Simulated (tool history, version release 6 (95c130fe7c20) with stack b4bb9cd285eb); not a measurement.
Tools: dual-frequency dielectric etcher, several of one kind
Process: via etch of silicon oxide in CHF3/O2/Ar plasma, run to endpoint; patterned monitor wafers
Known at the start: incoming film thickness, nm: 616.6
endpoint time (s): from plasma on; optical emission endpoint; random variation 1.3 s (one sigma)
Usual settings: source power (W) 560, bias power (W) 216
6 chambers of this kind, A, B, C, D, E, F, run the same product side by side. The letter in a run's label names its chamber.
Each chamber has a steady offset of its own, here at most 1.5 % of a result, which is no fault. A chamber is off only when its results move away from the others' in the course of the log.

run 1F hour=11.2 | source_power_(W)=560 bias_power_(W)=216 | endpoint_time_(s)=297.46
run 2C hour=19.2 | source_power_(W)=560 bias_power_(W)=216 | endpoint_time_(s)=302.75
run 3B hour=30.1 | source_power_(W)=560 bias_power_(W)=216 | endpoint_time_(s)=299.12
run 4E hour=39.4 | source_power_(W)=560 bias_power_(W)=216 | endpoint_time_(s)=300.77
run 5D hour=47.1 | source_power_(W)=560 bias_power_(W)=216 | endpoint_time_(s)=305.4
run 6A hour=63.2 | source_power_(W)=560 bias_power_(W)=256 | endpoint_time_(s)=285.02
run 7B hour=77.4 | source_power_(W)=560 bias_power_(W)=256 | endpoint_time_(s)=279.28
run 8F hour=88.2 | source_power_(W)=560 bias_power_(W)=256 | endpoint_time_(s)=280.42
run 9A hour=103.9 | source_power_(W)=560 bias_power_(W)=256 | endpoint_time_(s)=281.48
run 10E hour=116.3 | source_power_(W)=560 bias_power_(W)=256 | endpoint_time_(s)=282.04
-- hour=117.4 chamber C: wet clean of the chamber
run 11C hour=125.4 | source_power_(W)=560 bias_power_(W)=256 | endpoint_time_(s)=289.01
run 12D hour=136.3 | source_power_(W)=560 bias_power_(W)=216 | endpoint_time_(s)=305.54
run 13D hour=146.6 | source_power_(W)=560 bias_power_(W)=216 | endpoint_time_(s)=304.35
-- hour=149.2 chamber F: wet clean of the chamber
run 14F hour=161.1 | source_power_(W)=560 bias_power_(W)=216 | endpoint_time_(s)=297.57
run 15B hour=176.1 | source_power_(W)=560 bias_power_(W)=216 | endpoint_time_(s)=299.49
run 16A hour=184.3 | source_power_(W)=560 bias_power_(W)=216 | endpoint_time_(s)=303.67
run 17E hour=196.4 | source_power_(W)=560 bias_power_(W)=216 | endpoint_time_(s)=300.37
run 18C hour=209.7 | source_power_(W)=560 bias_power_(W)=216 | endpoint_time_(s)=303.45
run 19B hour=222.1 | source_power_(W)=560 bias_power_(W)=216 | endpoint_time_(s)=298.5
run 20F hour=229.4 | source_power_(W)=560 bias_power_(W)=216 | endpoint_time_(s)=295.94
run 21A hour=242.1 | source_power_(W)=560 bias_power_(W)=216 | endpoint_time_(s)=300.37
run 22C hour=258 | source_power_(W)=560 bias_power_(W)=216 | endpoint_time_(s)=302.38
run 23E hour=270.9 | source_power_(W)=560 bias_power_(W)=216 | endpoint_time_(s)=301.32
run 24D hour=284.7 | source_power_(W)=560 bias_power_(W)=216 | endpoint_time_(s)=303.64
-- hour=295.8 chamber A: wet clean of the chamber
run 25C hour=297.5 | source_power_(W)=560 bias_power_(W)=216 | endpoint_time_(s)=303.37
run 26F hour=305.3 | source_power_(W)=450 bias_power_(W)=216 | endpoint_time_(s)=326.23
-- hour=305.8 chamber D: wet clean of the chamber
run 27D hour=314.9 | source_power_(W)=450 bias_power_(W)=216 | endpoint_time_(s)=331.59
run 28B hour=326.9 | source_power_(W)=450 bias_power_(W)=216 | endpoint_time_(s)=323.38
run 29E hour=340.1 | source_power_(W)=450 bias_power_(W)=216 | endpoint_time_(s)=328.7
run 30A hour=353 | source_power_(W)=450 bias_power_(W)=216 | endpoint_time_(s)=328.88
run 31C hour=360.1 | source_power_(W)=450 bias_power_(W)=216 | endpoint_time_(s)=327.26
run 32E hour=367.1 | source_power_(W)=470 bias_power_(W)=249 | endpoint_time_(s)=308.03
run 33B hour=382.2 | source_power_(W)=470 bias_power_(W)=249 | endpoint_time_(s)=303.91
-- hour=387.3 chamber C: source power generator calibrated
run 34F hour=391.4 | source_power_(W)=470 bias_power_(W)=249 | endpoint_time_(s)=300.88
run 35A hour=404.7 | source_power_(W)=470 bias_power_(W)=249 | endpoint_time_(s)=307.11
-- hour=411.4 chamber B: wet clean of the chamber
run 36D hour=420.3 | source_power_(W)=470 bias_power_(W)=249 | endpoint_time_(s)=310.12
run 37D hour=429.6 | source_power_(W)=470 bias_power_(W)=249 | endpoint_time_(s)=310.27
run 38F hour=439.1 | source_power_(W)=560 bias_power_(W)=216 | endpoint_time_(s)=297.33
run 39E hour=453.8 | source_power_(W)=560 bias_power_(W)=189 | endpoint_time_(s)=320.28
run 40C hour=461.5 | source_power_(W)=560 bias_power_(W)=189 | endpoint_time_(s)=316.65
run 41B hour=473 | source_power_(W)=560 bias_power_(W)=189 | endpoint_time_(s)=313.87
run 42A hour=481.3 | source_power_(W)=560 bias_power_(W)=189 | endpoint_time_(s)=316.59
run 43E hour=494.9 | source_power_(W)=560 bias_power_(W)=189 | endpoint_time_(s)=323.36

All 6 chambers run these settings next. Forecast each chamber's results:
run 44A hour=506.4 | source_power_(W)=560 bias_power_(W)=216 | endpoint_time_(s)=?
run 44B hour=506.4 | source_power_(W)=560 bias_power_(W)=216 | endpoint_time_(s)=?
run 44C hour=506.4 | source_power_(W)=560 bias_power_(W)=216 | endpoint_time_(s)=?
run 44D hour=506.4 | source_power_(W)=560 bias_power_(W)=216 | endpoint_time_(s)=?
run 44E hour=506.4 | source_power_(W)=560 bias_power_(W)=216 | endpoint_time_(s)=?
run 44F hour=506.4 | source_power_(W)=560 bias_power_(W)=216 | endpoint_time_(s)=?

run=44A endpoint_time_(s)=302.3
run=44B endpoint_time_(s)=299.25
run=44C endpoint_time_(s)=304.19
run=44D endpoint_time_(s)=303.53
run=44E endpoint_time_(s)=308.71
run=44F endpoint_time_(s)=297.12

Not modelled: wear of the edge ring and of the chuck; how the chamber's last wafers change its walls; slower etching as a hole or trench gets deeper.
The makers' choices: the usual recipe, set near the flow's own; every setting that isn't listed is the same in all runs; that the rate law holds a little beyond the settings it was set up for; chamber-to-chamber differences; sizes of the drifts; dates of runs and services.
